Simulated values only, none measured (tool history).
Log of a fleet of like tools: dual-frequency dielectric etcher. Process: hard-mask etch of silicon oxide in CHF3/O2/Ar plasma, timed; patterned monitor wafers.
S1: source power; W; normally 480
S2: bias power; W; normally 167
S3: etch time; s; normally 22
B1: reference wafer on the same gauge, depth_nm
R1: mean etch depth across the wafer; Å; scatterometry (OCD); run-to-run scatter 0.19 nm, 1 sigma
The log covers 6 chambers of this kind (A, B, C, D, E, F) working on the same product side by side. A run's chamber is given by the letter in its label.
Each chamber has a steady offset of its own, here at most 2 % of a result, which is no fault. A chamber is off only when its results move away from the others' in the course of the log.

{"run": "1C", "hour": 3.7, "S1": 480, "S2": 167, "S3": 22, "B1": 40.59, "R1": 385.6}
{"run": "2B", "hour": 9.6, "S1": 480, "S2": 167, "S3": 22, "B1": 40.584, "R1": 393.49}
{"run": "3A", "hour": 15.1, "S1": 480, "S2": 167, "S3": 22, "B1": 40.612, "R1": 394.64}
{"run": "4F", "hour": 23.5, "S1": 480, "S2": 167, "S3": 22, "B1": 40.611, "R1": 393.87}
{"run": "5D", "hour": 31.1, "S1": 480, "S2": 167, "S3": 22, "B1": 40.553, "R1": 389.69}
{"hour": 32.2, "done": "chamber D: wet clean of the chamber"}
{"run": "6E", "hour": 37.0, "S1": 480, "S2": 167, "S3": 22, "B1": 40.575, "R1": 394.84}
{"run": "7C", "hour": 41.0, "S1": 480, "S2": 128, "S3": 22, "B1": 40.591, "R1": 354.68}
{"run": "8D", "hour": 46.7, "S1": 480, "S2": 128, "S3": 22, "B1": 40.574, "R1": 356.48}
{"run": "9B", "hour": 51.0, "S1": 480, "S2": 128, "S3": 22, "B1": 40.586, "R1": 360.34}
{"run": "10E", "hour": 55.1, "S1": 480, "S2": 128, "S3": 22, "B1": 40.565, "R1": 361.83}
{"run": "11F", "hour": 60.9, "S1": 480, "S2": 128, "S3": 22, "B1": 40.603, "R1": 358.61}
{"run": "12A", "hour": 64.6, "S1": 480, "S2": 128, "S3": 22, "B1": 40.585, "R1": 354.13}
{"run": "13C", "hour": 72.6, "S1": 480, "S2": 167, "S3": 22, "B1": 40.646, "R1": 385.28}
{"run": "14E", "hour": 78.5, "S1": 480, "S2": 167, "S3": 22, "B1": 40.62, "R1": 396.12}
{"run": "15A", "hour": 86.6, "S1": 480, "S2": 167, "S3": 22, "B1": 40.612, "R1": 382.5}
{"run": "16F", "hour": 90.7, "S1": 480, "S2": 167, "S3": 22, "B1": 40.636, "R1": 389.29}
{"run": "17D", "hour": 99.2, "S1": 480, "S2": 167, "S3": 22, "B1": 40.537, "R1": 390}
{"hour": 102.8, "done": "chamber C: wet clean of the chamber"}
{"run": "18B", "hour": 107.0, "S1": 480, "S2": 167, "S3": 22, "B1": 40.58, "R1": 394.3}
{"run": "19F", "hour": 112.4, "S1": 580, "S2": 167, "S3": 28.5, "B1": 40.607, "R1": 547.46}
{"run": "20D", "hour": 118.0, "S1": 580, "S2": 167, "S3": 28.5, "B1": 40.559, "R1": 540.47}
{"run": "21C", "hour": 121.6, "S1": 580, "S2": 167, "S3": 28.5, "B1": 40.549, "R1": 537.34}
{"hour": 123.8, "done": "chamber F: source power generator calibrated"}
{"run": "22A", "hour": 126.7, "S1": 580, "S2": 167, "S3": 28.5, "B1": 40.562, "R1": 533.47}
{"hour": 130.8, "done": "chamber E: source power generator calibrated"}
{"run": "23B", "hour": 130.8, "S1": 580, "S2": 167, "S3": 28.5, "B1": 40.559, "R1": 551.91}
{"run": "24E", "hour": 137.1, "S1": 580, "S2": 167, "S3": 28.5, "B1": 40.567, "R1": 552.91}
{"hour": 144.8, "done": "chamber E: wet clean of the chamber"}
{"run": "25E", "hour": 145.0, "S1": 480, "S2": 167, "S3": 22, "B1": 40.541, "R1": 394.97}
{"run": "26F", "hour": 150.3, "S1": 480, "S2": 167, "S3": 22, "B1": 40.617, "R1": 393.61}
{"hour": 150.5, "done": "chamber B: wet clean of the chamber"}
{"run": "27C", "hour": 156.2, "S1": 420, "S2": 184, "S3": 22, "B1": 40.571, "R1": 379.73}
{"run": "28B", "hour": 160.5, "S1": 420, "S2": 184, "S3": 22, "B1": 40.617, "R1": 389.99}
{"run": "29A", "hour": 166.4, "S1": 420, "S2": 184, "S3": 22, "B1": 40.652, "R1": 375.45}
{"run": "30D", "hour": 171.6, "S1": 420, "S2": 184, "S3": 22, "B1": 40.56, "R1": 381.79}
{"run": "31D", "hour": 178.4, "S1": 420, "S2": 184, "S3": 22, "B1": 40.598, "R1": 382.62}
{"run": "32B", "hour": 183.0, "S1": 420, "S2": 184, "S3": 22, "B1": 40.605, "R1": 386.39}
{"run": "33E", "hour": 190.3, "S1": 480, "S2": 167, "S3": 22, "B1": 40.627, "R1": 391.66}
{"hour": 190.8, "done": "chamber F: bias power generator calibrated"}
{"run": "34C", "hour": 195.6, "S1": 480, "S2": 167, "S3": 22, "B1": 40.541, "R1": 387.31}
{"run": "35F", "hour": 199.9, "S1": 480, "S2": 167, "S3": 22, "B1": 40.633, "R1": 390.04}
{"run": "36A", "hour": 204.0, "S1": 480, "S2": 167, "S3": 22, "B1": 40.664, "R1": 378.72}
{"run": "37F", "hour": 208.0, "S1": 480, "S2": 167, "S3": 22, "B1": 40.584, "R1": 391.73}
{"run": "38D", "hour": 213.2, "S1": 480, "S2": 167, "S3": 22, "B1": 40.628, "R1": 390.01}
{"run": "39B", "hour": 219.3, "S1": 480, "S2": 167, "S3": 22, "B1": 40.604, "R1": 393.86}
{"run": "40C", "hour": 226.6, "S1": 560, "S2": 167, "S3": 22, "B1": 40.645, "R1": 408.64}
{"run": "41A", "hour": 233.7, "S1": 560, "S2": 167, "S3": 22, "B1": 40.602, "R1": 394.62}
{"run": "42E", "hour": 240.6, "S1": 560, "S2": 167, "S3": 22, "B1": 40.594, "R1": 417.23}
{"run": "43D", "hour": 245.1, "S1": 560, "S2": 167, "S3": 22, "B1": 40.623, "R1": 410.81}
{"run": "44B", "hour": 250.0, "S1": 560, "S2": 167, "S3": 22, "B1": 40.564, "R1": 417.26}

Read the log: is a single chamber off, either drifting away or since a service, is the gauge that measures every chamber drifting, or is nothing wrong beyond small per-chamber offsets? Name any odd chamber and what most likely caused it.

Little by little, chamber A moves away from the other chambers.
Most likely cause: etch rate under this chamber's usual, % = 5.41.

Below are 4 candidate recipes for chamber A's next run, each the usual settings with a change, their results shown as question marks. Which of them brings A's results back in line with what the other chambers give on the usual settings?
Maximum distance from the other chambers' mean on the usual settings for a result to count as in line: R1 6.5 Å
{"run": "45A-1", "hour": 256.1, "S1": 480, "S2": 141, "S3": 22, "R1": "?"}
{"run": "45A-2", "hour": 256.1, "S1": 520, "S2": 179, "S3": 22, "R1": "?"}
{"run": "45A-3", "hour": 256.1, "S1": 380, "S2": 167, "S3": 22, "R1": "?"}
{"run": "45A-4", "hour": 256.1, "S1": 490, "S2": 170, "S3": 24, "R1": "?"}

On the usual settings, the other chambers give on average: R1 391.54 Å
run=45A-1 R1=349.82
run=45A-2 R1=390.91
run=45A-3 R1=338.86
run=45A-4 R1=409.61
With 45A-2, the chamber falls back in line with the rest.

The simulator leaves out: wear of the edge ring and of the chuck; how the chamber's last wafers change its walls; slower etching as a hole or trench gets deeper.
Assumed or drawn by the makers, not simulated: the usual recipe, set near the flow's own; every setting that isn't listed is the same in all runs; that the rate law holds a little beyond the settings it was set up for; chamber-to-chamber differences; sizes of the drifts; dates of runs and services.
